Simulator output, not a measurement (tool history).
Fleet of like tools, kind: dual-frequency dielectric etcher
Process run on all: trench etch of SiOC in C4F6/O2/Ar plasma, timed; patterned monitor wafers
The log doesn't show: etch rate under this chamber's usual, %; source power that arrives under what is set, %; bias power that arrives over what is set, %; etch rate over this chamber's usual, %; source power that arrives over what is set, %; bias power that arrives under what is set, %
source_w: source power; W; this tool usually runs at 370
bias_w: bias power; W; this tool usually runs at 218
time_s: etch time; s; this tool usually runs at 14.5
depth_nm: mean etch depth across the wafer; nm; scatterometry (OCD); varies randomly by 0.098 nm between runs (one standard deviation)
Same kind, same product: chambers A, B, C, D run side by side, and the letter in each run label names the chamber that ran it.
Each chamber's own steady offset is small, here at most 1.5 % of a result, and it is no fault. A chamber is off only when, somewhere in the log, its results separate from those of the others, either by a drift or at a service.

| run | day | source_w | bias_w | time_s | hours since the last wet clean | hours since the last source power generator calibration | hours since the last bias power generator calibration | read-back reference wafer on the same gauge, depth_nm | depth_nm |
|---|---|---|---|---|---|---|---|---|---|
| 1C | 0.321 | 370 | 218 | 14.5 | 130.7 | 2378 | 3128.1 | 31.382 | 30.901 |
| 2D | 0.525 | 370 | 218 | 14.5 | 432.5 | 3501.4 | 3813.7 | 31.388 | 31.2 |
| 3B | 0.854 | 370 | 218 | 14.5 | 293.2 | 1784.8 | 2255.8 | 31.391 | 31.416 |
| 4A | 1.188 | 370 | 218 | 14.5 | 271.9 | 531.5 | 1658.3 | 31.39 | 30.915 |
| 5D | 1.417 | 370 | 218 | 14.5 | 453.9 | 3522.8 | 3835.1 | 31.4 | 30.929 |
|  | 1.433 | chamber D: wet clean of the chamber |
| 6A | 1.738 | 370 | 218 | 14.5 | 285.1 | 544.7 | 1671.5 | 31.392 | 30.886 |
| 7C | 2.025 | 370 | 218 | 14.5 | 171.6 | 2418.9 | 3169 | 31.409 | 30.942 |
| 8B | 2.338 | 370 | 218 | 14.5 | 328.8 | 1820.4 | 2291.4 | 31.388 | 31.379 |
|  | 2.692 | chamber A: wet clean of the chamber |
| 9A | 2.725 | 370 | 218 | 14.5 | 0.8 | 568.4 | 1695.2 | 31.415 | 29.908 |
| 10C | 2.983 | 370 | 218 | 14.5 | 194.6 | 2441.9 | 3192 | 31.414 | 31.104 |
| 11D | 3.371 | 370 | 218 | 14.5 | 46.5 | 3569.7 | 3882 | 31.397 | 31.076 |
| 12B | 3.583 | 370 | 181 | 12.5 | 358.7 | 1850.3 | 2321.3 | 31.395 | 25.563 |
| 13D | 3.958 | 370 | 181 | 12.5 | 60.6 | 3583.8 | 3896.1 | 31.372 | 25.257 |
| 14B | 4.246 | 370 | 181 | 12.5 | 374.6 | 1866.2 | 2337.2 | 31.39 | 25.454 |
| 15C | 4.462 | 370 | 181 | 12.5 | 230.1 | 2477.4 | 3227.5 | 31.399 | 25.173 |
| 16A | 4.721 | 370 | 218 | 14.5 | 48.7 | 616.3 | 1743.1 | 31.404 | 29.928 |
| 17A | 4.9 | 370 | 218 | 14.5 | 53 | 620.6 | 1747.4 | 31.427 | 29.731 |
| 18C | 5.075 | 370 | 218 | 14.5 | 244.8 | 2492.1 | 3242.2 | 31.419 | 30.762 |
| 19D | 5.354 | 370 | 218 | 14.5 | 94.1 | 3617.3 | 3929.6 | 31.405 | 30.876 |
| 20B | 5.538 | 370 | 218 | 14.5 | 405.6 | 1897.2 | 2368.2 | 31.406 | 31.46 |
| 21C | 5.712 | 370 | 218 | 14.5 | 260.1 | 2507.4 | 3257.5 | 31.402 | 30.835 |
| 22D | 6.096 | 370 | 218 | 14.5 | 111.9 | 3635.1 | 3947.4 | 31.401 | 31.055 |
| 23A | 6.421 | 370 | 269 | 14.5 | 89.5 | 657.1 | 1783.9 | 31.409 | 32.23 |
| 24B | 6.617 | 370 | 269 | 14.5 | 431.5 | 1923.1 | 2394.1 | 31.426 | 33.721 |
| 25C | 6.962 | 370 | 269 | 14.5 | 290.1 | 2537.4 | 3287.5 | 31.395 | 33.066 |
| 26A | 7.242 | 370 | 269 | 14.5 | 109.2 | 676.8 | 1803.6 | 31.423 | 32.155 |
| 27B | 7.612 | 370 | 218 | 14.5 | 455.4 | 1947 | 2418 | 31.398 | 31.59 |
| 28D | 7.942 | 370 | 218 | 14.5 | 156.2 | 3679.4 | 3991.7 | 31.402 | 30.934 |
| 29C | 8.133 | 450 | 218 | 14.5 | 318.2 | 2565.5 | 3315.6 | 31.397 | 33.323 |
| 30D | 8.438 | 450 | 218 | 14.5 | 168.1 | 3691.3 | 4003.6 | 31.396 | 33.45 |
| 31B | 8.683 | 450 | 218 | 14.5 | 481.1 | 1972.7 | 2443.7 | 31.403 | 33.847 |

Which is it: a chamber that has drifted or been left off by a service, a gauge drift common to all chambers, or only each chamber's usual small offset? If a chamber is off, name it and its likeliest cause.

A service left chamber A off against the others.
Likeliest cause: etch rate under this chamber's usual, % = 3.06.

Below are 4 candidate recipes for chamber A's next run, each the usual settings with a change, their results shown as question marks. Which of them brings A's results back in line with what the other chambers give on the usual settings?
In-line tolerance around the mean of the other chambers on the usual settings: depth_nm 0.34 nm
| 32A-1 | 8.962 | 370 | 220 | 15 |  |  |  |  | ? |
| 32A-2 | 8.962 | 370 | 191 | 14.5 |  |  |  |  | ? |
| 32A-3 | 8.962 | 370 | 209 | 14.5 |  |  |  |  | ? |
| 32A-4 | 8.962 | 380 | 222 | 14.5 |  |  |  |  | ? |

Average result of the remaining chambers running the usual settings: depth_nm 31.142 nm
| run | depth_nm |
|---|---|
| 32A-1 | 30.993 |
| 32A-2 | 28.592 |
| 32A-3 | 29.452 |
| 32A-4 | 30.357 |
32A-1 is the one that brings the chamber's results back in line with the other chambers.
